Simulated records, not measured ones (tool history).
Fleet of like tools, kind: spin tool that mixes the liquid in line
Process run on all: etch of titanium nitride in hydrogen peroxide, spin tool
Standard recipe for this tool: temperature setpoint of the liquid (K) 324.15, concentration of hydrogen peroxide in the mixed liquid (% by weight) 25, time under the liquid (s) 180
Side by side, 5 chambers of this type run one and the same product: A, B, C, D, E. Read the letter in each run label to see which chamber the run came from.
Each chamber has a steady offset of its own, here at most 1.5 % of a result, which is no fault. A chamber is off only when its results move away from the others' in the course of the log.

run,hour,temperature setpoint of the liquid (K),concentration of hydrogen peroxide in the mixed liquid (% by weight),time under the liquid (s),hours since the thermometer was replaced,hours since the peroxide flow meter was replaced,hours since the heated supply line was repaired,hours since the drum of peroxide was connected,"read-back film thickness of the titanium nitride reference wafer, read on the same gauge (nm)",thickness taken off the titanium nitride on a monitor wafer (nm)
1C,7,324.15,25,180,331.7,15.3,1425.4,372.1,59.986,5.1681
2E,16.6,324.15,25,180,1173,646.3,2128.6,456.3,59.998,5.2495
# hour 21.6: chamber B: heated supply line repaired
3B,24.1,324.15,25,180,611.8,1454.7,2.5,596.7,60.004,5.2082
4D,32.9,324.15,25,180,672.6,1096.8,97.1,1074.9,59.986,5.264
5A,40.9,324.15,25,180,596.8,1190.3,1539.7,1194.4,59.987,5.2198
# hour 42.3: chamber D: new drum of peroxide connected
6C,45.6,324.15,25,225,370.3,53.9,1464,410.7,60.018,6.4329
7A,50.2,324.15,25,225,606.1,1199.6,1549,1203.7,60.02,6.5629
# hour 52: chamber B: new drum of peroxide connected
8E,56.5,324.15,25,225,1212.9,686.2,2168.5,496.2,59.977,6.5252
9D,65.3,324.15,25,225,705,1129.2,129.5,23,60.01,6.5048
10B,73.4,324.15,25,225,661.1,1504,51.8,21.5,59.999,6.5024
11B,79.4,324.15,29.5,120,667.1,1510,57.8,27.5,60.008,3.6228
12E,88.6,324.15,29.5,120,1245,718.3,2200.6,528.3,60.008,3.66
# hour 90.7: chamber A: peroxide flow meter replaced
13C,94.1,324.15,29.5,120,418.8,102.4,1512.5,459.2,60.009,3.5871
14D,98.5,324.15,29.5,120,738.2,1162.4,162.7,56.2,60.005,3.6478
15A,106.4,324.15,29.5,120,662.3,15.7,1605.2,1259.9,59.99,3.6339
16D,114.9,324.15,25,180,754.6,1178.8,179.1,72.6,60.004,5.2213
17C,120.1,324.15,25,180,444.8,128.4,1538.5,485.2,60.012,5.1736
18B,125,324.15,25,180,712.7,1555.6,103.4,73.1,60.009,5.2323
19A,131.7,324.15,25,180,687.6,41,1630.5,1285.2,59.988,5.2551
20E,140.2,324.15,25,180,1296.6,769.9,2252.2,579.9,59.985,5.3986
21C,147.4,324.15,30,180,472.1,155.7,1565.8,512.5,60.006,5.4087
22B,152,324.15,30,180,739.7,1582.6,130.4,100.1,60.003,5.4638
# hour 158.6: chamber A: new drum of peroxide connected
23A,161.5,324.15,30,180,717.4,70.8,1660.3,2.9,60.001,5.3879
24E,169.3,324.15,30,180,1325.7,799,2281.3,609,60.005,5.6136
25D,178.6,324.15,30,180,818.3,1242.5,242.8,136.3,59.989,5.4447
26C,185.3,324.15,25,180,510,193.6,1603.7,550.4,60.005,5.1883
# hour 189.3: chamber B: thermometer replaced
27D,190.2,324.15,19.5,245,829.9,1254.1,254.4,147.9,60.015,6.7894
28E,200.1,324.15,19.5,245,1356.5,829.8,2312.1,639.8,60.008,6.9761
29A,206.4,324.15,19.5,245,762.3,115.7,1705.2,47.8,59.991,6.7163
# hour 206.6: chamber E: new drum of peroxide connected
30B,212,324.15,19.5,245,22.7,1642.6,190.4,160.1,59.989,6.7298
31A,220.5,324.15,19.5,245,776.4,129.8,1719.3,61.9,59.999,6.8266
32B,226.9,324.15,25,180,37.6,1657.5,205.3,175,59.983,5.2888
33C,232.7,324.15,25,180,557.4,241,1651.1,597.8,60.011,5.1314
34E,239.5,324.15,25,180,1395.9,869.2,2351.5,33,59.993,5.5268
35D,246.2,324.15,25,275,885.9,1310.1,310.4,203.9,59.996,8.0598
# hour 246.6: chamber C: new drum of peroxide connected
36D,254.7,324.15,25,275,894.4,1318.6,318.9,212.4,60.014,8.024
37C,260.8,324.15,25,275,585.5,269.1,1679.2,14.3,60.002,7.8542
38A,266,324.15,25,275,821.9,175.3,1764.8,107.4,60.021,7.9344
39B,275,324.15,25,275,85.7,1705.6,253.4,223.1,60.012,7.9686
40E,281.5,324.15,25,125,1437.9,911.2,2393.5,75,59.997,3.8227
41E,288.1,324.15,25,125,1444.5,917.8,2400.1,81.6,60.003,3.8135
42A,293.5,324.15,25,125,849.4,202.8,1792.3,134.9,60.003,3.6238
43B,298.8,324.15,25,125,109.5,1729.4,277.2,246.9,59.996,3.631
44D,306.7,324.15,25,125,946.4,1370.6,370.9,264.4,60.009,3.6654

Read the log: is a single chamber off, either drifting away or since a service, is the gauge that measures every chamber drifting, or is nothing wrong beyond small per-chamber offsets? Name any odd chamber and what most likely caused it.

Little by little, chamber E moves away from the other chambers.
Most likely cause: liquid hotter than its thermometer reads (K) = 0.802.

Here are 4 candidates for chamber E's next run, each the usual settings with a change, their results left as question marks. Which one brings its results back in line with what the others give on the usual settings?
In-line tolerance around the mean of the other chambers on the usual settings: thickness taken off the titanium nitride on a monitor wafer (nm) 0.092
45E-1,313.9,324.15,25,190,,,,,,?
45E-2,313.9,323.65,25,175,,,,,,?
45E-3,313.9,324.15,25,185,,,,,,?
45E-4,313.9,323.65,25,180,,,,,,?

Mean of the other chambers on the usual settings: thickness taken off the titanium nitride on a monitor wafer (nm) 5.2271
run,thickness taken off the titanium nitride on a monitor wafer (nm)
45E-1,5.8581
45E-2,5.2097
45E-3,5.7039
45E-4,5.3586
The right change is 45E-2: it brings the chamber back within the allowed miss of the others.

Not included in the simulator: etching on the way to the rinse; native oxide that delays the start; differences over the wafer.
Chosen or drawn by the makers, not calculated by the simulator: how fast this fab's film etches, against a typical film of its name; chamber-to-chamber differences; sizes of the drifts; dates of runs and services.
